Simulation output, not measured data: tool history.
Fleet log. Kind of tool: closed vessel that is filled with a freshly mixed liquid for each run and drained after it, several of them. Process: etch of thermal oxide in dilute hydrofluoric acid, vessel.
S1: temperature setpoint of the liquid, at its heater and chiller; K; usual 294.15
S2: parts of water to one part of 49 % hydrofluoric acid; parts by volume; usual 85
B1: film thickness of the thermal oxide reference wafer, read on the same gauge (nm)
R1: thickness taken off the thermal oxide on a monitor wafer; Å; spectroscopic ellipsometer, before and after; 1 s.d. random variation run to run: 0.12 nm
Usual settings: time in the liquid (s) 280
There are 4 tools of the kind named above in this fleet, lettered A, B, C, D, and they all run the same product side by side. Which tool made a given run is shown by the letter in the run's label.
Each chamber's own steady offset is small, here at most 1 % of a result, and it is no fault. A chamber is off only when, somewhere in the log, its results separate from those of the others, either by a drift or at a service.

run 1C day=0.308 | S1=294.15 S2=85 time_in_the_liquid_(s)=280 | B1=120 | R1=138.52
run 2D day=0.933 | S1=294.15 S2=85 time_in_the_liquid_(s)=280 | B1=120 | R1=136.34
run 3B day=1.467 | S1=294.15 S2=85 time_in_the_liquid_(s)=280 | B1=120 | R1=138.1
run 4A day=1.912 | S1=294.15 S2=85 time_in_the_liquid_(s)=280 | B1=119.99 | R1=139.61
run 5B day=2.392 | S1=294.15 S2=85 time_in_the_liquid_(s)=280 | B1=120.02 | R1=138.89
run 6D day=2.725 | S1=294.15 S2=85 time_in_the_liquid_(s)=280 | B1=120.01 | R1=138.17
run 7A day=3.204 | S1=294.15 S2=85 time_in_the_liquid_(s)=280 | B1=120 | R1=138.67
run 8C day=3.708 | S1=294.15 S2=85 time_in_the_liquid_(s)=280 | B1=120 | R1=138.73
run 9B day=4.325 | S1=294.15 S2=85 time_in_the_liquid_(s)=280 | B1=119.99 | R1=139.56
run 10A day=4.912 | S1=290.15 S2=120 time_in_the_liquid_(s)=280 | B1=119.99 | R1=80.96
run 11D day=5.521 | S1=290.15 S2=120 time_in_the_liquid_(s)=280 | B1=120 | R1=80.645
run 12C day=5.975 | S1=290.15 S2=120 time_in_the_liquid_(s)=280 | B1=120.01 | R1=80.13
run 13D day=6.65 | S1=290.15 S2=120 time_in_the_liquid_(s)=280 | B1=120 | R1=79.435
run 14B day=7.071 | S1=294.15 S2=85 time_in_the_liquid_(s)=280 | B1=120 | R1=139
run 15C day=7.517 | S1=294.15 S2=85 time_in_the_liquid_(s)=280 | B1=120.02 | R1=138.21
run 16A day=8.15 | S1=294.15 S2=85 time_in_the_liquid_(s)=280 | B1=119.99 | R1=141.2
run 17B day=8.479 | S1=294.15 S2=105 time_in_the_liquid_(s)=280 | B1=120.01 | R1=110.69
run 18C day=9.096 | S1=294.15 S2=105 time_in_the_liquid_(s)=280 | B1=119.99 | R1=110.71
run 19D day=9.662 | S1=294.15 S2=105 time_in_the_liquid_(s)=280 | B1=120 | R1=108.43
run 20A day=10.175 | S1=294.15 S2=105 time_in_the_liquid_(s)=280 | B1=120 | R1=113.42
run 21C day=10.542 | S1=294.15 S2=85 time_in_the_liquid_(s)=280 | B1=120.02 | R1=138.82
run 22D day=11.171 | S1=294.15 S2=85 time_in_the_liquid_(s)=280 | B1=120 | R1=135.92
run 23B day=11.604 | S1=294.15 S2=85 time_in_the_liquid_(s)=280 | B1=120.01 | R1=138.62
run 24A day=12.167 | S1=294.15 S2=85 time_in_the_liquid_(s)=280 | B1=119.99 | R1=145.92

For the next run the whole fleet of 4 chambers uses the same settings. Give each chamber's results:
run 25A day=12.658 | S1=294.15 S2=85 time_in_the_liquid_(s)=280 | R1=?
run 25B day=12.658 | S1=294.15 S2=85 time_in_the_liquid_(s)=280 | R1=?
run 25C day=12.658 | S1=294.15 S2=85 time_in_the_liquid_(s)=280 | R1=?
run 25D day=12.658 | S1=294.15 S2=85 time_in_the_liquid_(s)=280 | R1=?

run=25A R1=146.16
run=25B R1=136.63
run=25C R1=138.98
run=25D R1=138.2
